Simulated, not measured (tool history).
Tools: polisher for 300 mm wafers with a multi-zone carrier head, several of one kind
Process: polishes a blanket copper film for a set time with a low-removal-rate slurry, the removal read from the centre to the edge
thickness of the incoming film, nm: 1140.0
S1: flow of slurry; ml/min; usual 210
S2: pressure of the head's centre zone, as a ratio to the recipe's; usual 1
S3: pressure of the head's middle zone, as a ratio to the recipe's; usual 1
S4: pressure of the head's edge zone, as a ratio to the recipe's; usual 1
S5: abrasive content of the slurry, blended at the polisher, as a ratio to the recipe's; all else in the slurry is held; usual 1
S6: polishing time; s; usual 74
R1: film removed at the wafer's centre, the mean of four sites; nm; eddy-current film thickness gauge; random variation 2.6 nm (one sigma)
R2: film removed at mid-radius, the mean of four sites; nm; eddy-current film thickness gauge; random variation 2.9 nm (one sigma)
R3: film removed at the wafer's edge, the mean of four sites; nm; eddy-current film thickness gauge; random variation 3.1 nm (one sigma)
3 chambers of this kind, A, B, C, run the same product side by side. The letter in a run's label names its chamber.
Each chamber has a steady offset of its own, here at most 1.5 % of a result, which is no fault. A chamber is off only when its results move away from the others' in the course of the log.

Run 1B, day 0.308: usual settings. Result: R1 266.16 nm, R2 264.24 nm, R3 263.07 nm.
Run 2A, day 0.771: usual settings. Result: R1 259.81 nm, R2 260.34 nm, R3 266.8 nm.
Run 3C, day 1.196: usual settings. Result: R1 262.56 nm, R2 264.35 nm, R3 269.87 nm.
Run 4B, day 1.846: usual settings. Result: R1 264.61 nm, R2 263.81 nm, R3 262.49 nm.
At day 2.088: chamber B: worn pad replaced by a new one.
Run 5A, day 2.512: usual settings. Result: R1 261.17 nm, R2 270.23 nm, R3 268.47 nm.
At day 2.85: chamber C: worn pad replaced by a new one.
Run 6C, day 3.038: usual settings. Result: R1 259.59 nm, R2 258.69 nm, R3 261.48 nm.
At day 3.496: chamber C: edge zone pressure recalibrated.
Run 7C, day 3.629: usual settings. Result: R1 261.65 nm, R2 260.82 nm, R3 261.57 nm.
Run 8A, day 4.129: usual settings. Result: R1 266.72 nm, R2 264.65 nm, R3 263.26 nm.
Run 9B, day 4.675: usual settings. Result: R1 260.42 nm, R2 269.04 nm, R3 264.08 nm.
Run 10B, day 4.983: usual settings. Result: R1 265.3 nm, R2 265.41 nm, R3 267.23 nm.
Run 11A, day 5.454: usual settings. Result: R1 258.59 nm, R2 262.48 nm, R3 260.09 nm.
Run 12C, day 5.883: usual settings. Result: R1 257.17 nm, R2 265 nm, R3 266.06 nm.
At day 6.05: chamber C: worn pad replaced by a new one.
Run 13A, day 6.375: usual settings. Result: R1 252.06 nm, R2 254.11 nm, R3 254.15 nm.
At day 6.521: chamber B: worn pad replaced by a new one.
At day 6.671: chamber B: centre zone pressure recalibrated.
Run 14C, day 6.792: usual settings. Result: R1 263.08 nm, R2 266.03 nm, R3 266.37 nm.
At day 7.121: chamber B: edge zone pressure recalibrated.
Run 15B, day 7.329: usual settings. Result: R1 270.75 nm, R2 260.27 nm, R3 264.97 nm.
Run 16C, day 7.904: usual settings. Result: R1 259.17 nm, R2 261.85 nm, R3 262.57 nm.
At day 8.058: chamber C: slurry nozzle cleaned.
Run 17A, day 8.375: usual settings. Result: R1 244.54 nm, R2 245.54 nm, R3 246.87 nm.
Run 18B, day 8.692: usual settings. Result: R1 266.55 nm, R2 268.52 nm, R3 263.91 nm.
Run 19C, day 9.192: usual settings. Result: R1 264.89 nm, R2 265.23 nm, R3 265.02 nm.
Run 20B, day 9.733: usual settings. Result: R1 264.89 nm, R2 268.65 nm, R3 260.03 nm.
Run 21A, day 10.033: usual settings. Result: R1 237.68 nm, R2 235.99 nm, R3 235.93 nm.
Run 22A, day 10.492: usual settings but S1 150 ml/min, S2 1.11. Result: R1 247.2 nm, R2 225.28 nm, R3 228.05 nm.
At day 10.662: chamber B: worn pad replaced by a new one.
Run 23B, day 10.875: usual settings but S1 150 ml/min, S2 1.11. Result: R1 279.9 nm, R2 245.46 nm, R3 255.86 nm.

What goes on in this fleet: one chamber off, a drifting gauge, or nothing beyond the chambers' own small offsets? Name the chamber and the cause, if any.

Chamber A drifts away from the others.
Cause: removal rate lost through wear of the pad, % = 12.4.

Here are 4 candidates for chamber A's next run, each the usual settings with a change, their results left as question marks. Which one brings its results back in line with what the others give on the usual settings?
In line means no further than this from the other chambers' mean on the usual settings: R1 9 nm; R2 10 nm; R3 11 nm
Run 24A-1, day 11.375: usual settings but S6 77 s. Result: R1 ?, R2 ?, R3 ?.
Run 24A-2, day 11.375: usual settings but S6 71 s. Result: R1 ?, R2 ?, R3 ?.
Run 24A-3, day 11.375: usual settings but S3 1.01, S4 0.99, S6 65 s. Result: R1 ?, R2 ?, R3 ?.
Run 24A-4, day 11.375: usual settings but S1 215 ml/min, S4 1.01, S6 84 s. Result: R1 ?, R2 ?, R3 ?.

The other chambers' mean on the usual settings: R1 263.63 nm; R2 263.74 nm; R3 265.16 nm
  run      R1      R2      R3
24A-1  239.19  241.62  239.71
24A-2  220.55  222.79  221.03
24A-3  201.93  205.81  201.24
24A-4  261.88  264.44  263.53
24A-4 brings the chamber back in line.
